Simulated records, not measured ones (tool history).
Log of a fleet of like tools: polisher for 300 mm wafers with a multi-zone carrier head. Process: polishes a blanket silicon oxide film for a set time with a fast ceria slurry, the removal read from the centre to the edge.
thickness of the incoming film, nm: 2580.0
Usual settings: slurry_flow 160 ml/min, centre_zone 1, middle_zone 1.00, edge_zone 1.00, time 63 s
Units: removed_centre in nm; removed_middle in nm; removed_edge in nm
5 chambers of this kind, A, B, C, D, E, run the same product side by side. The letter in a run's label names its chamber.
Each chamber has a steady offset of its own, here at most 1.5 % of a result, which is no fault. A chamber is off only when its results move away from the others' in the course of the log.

| run | day | slurry_flow | centre_zone | middle_zone | edge_zone | time | removed_centre | removed_middle | removed_edge |
|---|---|---|---|---|---|---|---|---|---|
| 1D | 0.346 | 160 | 1 | 1.00 | 1.00 | 63 | 1042.50 | 1014.00 | 1036.40 |
|  | 0.592 | chamber B: worn pad replaced by a new one |
| 2E | 0.633 | 160 | 1 | 1.00 | 1.00 | 63 | 1023.70 | 1016.00 | 1009.00 |
|  | 0.704 | chamber B: slurry nozzle cleaned |
| 3C | 0.875 | 160 | 1 | 1.00 | 1.00 | 63 | 1017.10 | 1004.10 | 1023.70 |
|  | 0.996 | chamber C: edge zone pressure recalibrated |
| 4A | 1.167 | 160 | 1 | 1.00 | 1.00 | 63 | 1044.70 | 1046.30 | 1020.80 |
| 5B | 1.404 | 160 | 1 | 1.00 | 1.00 | 47 | 774.29 | 780.30 | 777.21 |
| 6E | 1.646 | 160 | 1 | 1.00 | 1.00 | 47 | 775.21 | 766.38 | 763.03 |
|  | 1.850 | chamber E: worn pad replaced by a new one |
| 7A | 2.012 | 160 | 1 | 1.00 | 1.00 | 47 | 763.93 | 774.90 | 780.54 |
| 8C | 2.304 | 160 | 1 | 1.00 | 1.00 | 47 | 776.72 | 759.70 | 776.92 |
|  | 2.342 | chamber A: worn pad replaced by a new one |
| 9D | 2.554 | 160 | 1 | 1.00 | 1.00 | 47 | 753.93 | 766.42 | 756.14 |
| 10B | 2.775 | 160 | 1 | 1.00 | 1.00 | 63 | 1034.70 | 1011.30 | 1019.60 |
| 11A | 2.992 | 125 | 1 | 0.95 | 1.00 | 63 | 971.15 | 947.37 | 981.98 |
| 12D | 3.383 | 125 | 1 | 0.95 | 1.00 | 63 | 967.89 | 934.09 | 985.94 |
|  | 3.525 | chamber D: worn pad replaced by a new one |
| 13B | 3.575 | 125 | 1 | 0.95 | 1.00 | 63 | 1000.00 | 941.69 | 997.89 |
|  | 3.762 | chamber C: worn pad replaced by a new one |
| 14C | 3.950 | 125 | 1 | 0.95 | 1.00 | 63 | 975.80 | 902.46 | 1011.00 |
|  | 4.012 | chamber A: edge zone pressure recalibrated |
| 15E | 4.158 | 125 | 1 | 0.95 | 1.00 | 63 | 963.58 | 920.82 | 997.09 |
| 16D | 4.450 | 160 | 1 | 1.00 | 1.00 | 63 | 1040.90 | 1041.60 | 1028.60 |
| 17B | 4.854 | 160 | 1 | 1.00 | 1.00 | 63 | 1039.20 | 1016.80 | 1014.90 |
| 18C | 5.054 | 160 | 1 | 1.00 | 1.00 | 63 | 1013.30 | 999.18 | 1023.90 |
|  | 5.058 | chamber D: slurry nozzle cleaned |
|  | 5.158 | chamber E: worn pad replaced by a new one |
|  | 5.179 | chamber D: edge zone pressure recalibrated |
| 19A | 5.433 | 160 | 1 | 1.00 | 1.00 | 63 | 1025.70 | 1024.00 | 1030.30 |
|  | 5.533 | chamber B: worn pad replaced by a new one |
| 20E | 5.792 | 160 | 1 | 1.00 | 1.00 | 63 | 1018.70 | 1006.40 | 1017.10 |
| 21B | 6.025 | 160 | 1 | 1.00 | 1.00 | 63 | 1026.00 | 1043.60 | 1031.30 |
| 22E | 6.429 | 160 | 1 | 1.00 | 1.00 | 63 | 990.42 | 1013.80 | 1016.70 |
|  | 6.454 | chamber D: centre zone pressure recalibrated |
| 23D | 6.621 | 160 | 1 | 1.00 | 1.00 | 63 | 1030.00 | 1017.30 | 1018.30 |
| 24C | 6.917 | 160 | 1 | 1.00 | 1.00 | 63 | 1023.10 | 1016.20 | 1040.20 |
|  | 7.317 | chamber C: worn pad replaced by a new one |
| 25A | 7.317 | 160 | 1 | 1.00 | 1.00 | 63 | 1017.90 | 1032.60 | 1042.00 |
|  | 7.433 | chamber A: worn pad replaced by a new one |
|  | 7.508 | chamber D: worn pad replaced by a new one |
| 26E | 7.679 | 160 | 1 | 1.00 | 1.00 | 63 | 998.53 | 1011.30 | 1010.70 |
| 27C | 7.888 | 160 | 1 | 1.00 | 1.00 | 63 | 1018.20 | 1009.10 | 1008.20 |
| 28B | 8.067 | 160 | 1 | 1.00 | 0.91 | 63 | 1036.20 | 1019.70 | 978.82 |
| 29D | 8.279 | 160 | 1 | 1.00 | 0.91 | 63 | 1028.60 | 1054.70 | 974.45 |
| 30A | 8.492 | 160 | 1 | 1.00 | 0.91 | 63 | 1022.60 | 1050.10 | 985.71 |
|  | 8.542 | chamber E: worn pad replaced by a new one |
|  | 8.683 | chamber B: centre zone pressure recalibrated |
| 31B | 8.829 | 160 | 1 | 1.00 | 0.91 | 63 | 1058.00 | 1030.80 | 1000.80 |
| 32C | 9.242 | 160 | 1 | 1.00 | 0.91 | 63 | 1028.50 | 1031.20 | 986.61 |
| 33A | 9.571 | 160 | 1 | 1.00 | 1.00 | 63 | 1028.00 | 1041.90 | 1027.70 |
| 34E | 9.954 | 160 | 1 | 1.00 | 1.00 | 63 | 945.32 | 984.04 | 995.11 |
|  | 10.150 | chamber E: centre zone pressure recalibrated |
| 35D | 10.154 | 160 | 1 | 1.00 | 1.00 | 63 | 1030.10 | 1031.40 | 1030.20 |
|  | 10.362 | chamber B: worn pad replaced by a new one |
| 36E | 10.558 | 160 | 1 | 1.00 | 1.00 | 63 | 956.77 | 957.77 | 981.86 |
| 37A | 10.833 | 160 | 1 | 1.00 | 1.00 | 63 | 1035.90 | 1027.90 | 1045.80 |
|  | 10.975 | chamber C: worn pad replaced by a new one |
| 38B | 11.179 | 160 | 1 | 1.00 | 1.00 | 63 | 1055.00 | 1052.10 | 1044.20 |
| 39D | 11.433 | 160 | 1 | 1.00 | 1.00 | 63 | 1026.20 | 1038.10 | 1030.50 |
| 40C | 11.654 | 160 | 1 | 1.00 | 1.00 | 63 | 1020.00 | 1035.60 | 1023.10 |
| 41D | 11.850 | 160 | 1 | 1.00 | 1.00 | 56 | 918.98 | 912.01 | 905.68 |
| 42C | 12.221 | 160 | 1 | 1.00 | 1.00 | 56 | 905.47 | 909.36 | 918.58 |
| 43A | 12.404 | 160 | 1 | 1.00 | 1.00 | 56 | 922.50 | 931.22 | 911.44 |

All 5 chambers run these settings next. Forecast each chamber's results:
| 44A | 12.704 | 160 | 1 | 1.00 | 1.00 | 63 | ? | ? | ? |
| 44B | 12.704 | 160 | 1 | 1.00 | 1.00 | 63 | ? | ? | ? |
| 44C | 12.704 | 160 | 1 | 1.00 | 1.00 | 63 | ? | ? | ? |
| 44D | 12.704 | 160 | 1 | 1.00 | 1.00 | 63 | ? | ? | ? |
| 44E | 12.704 | 160 | 1 | 1.00 | 1.00 | 63 | ? | ? | ? |

| run | removed_centre | removed_middle | removed_edge |
|---|---|---|---|
| 44A | 1014.40 | 1039.60 | 1015.20 |
| 44B | 1061.60 | 1054.80 | 1032.00 |
| 44C | 1031.10 | 1014.20 | 1015.20 |
| 44D | 1027.00 | 1033.60 | 1008.20 |
| 44E | 907.30 | 891.31 | 946.40 |
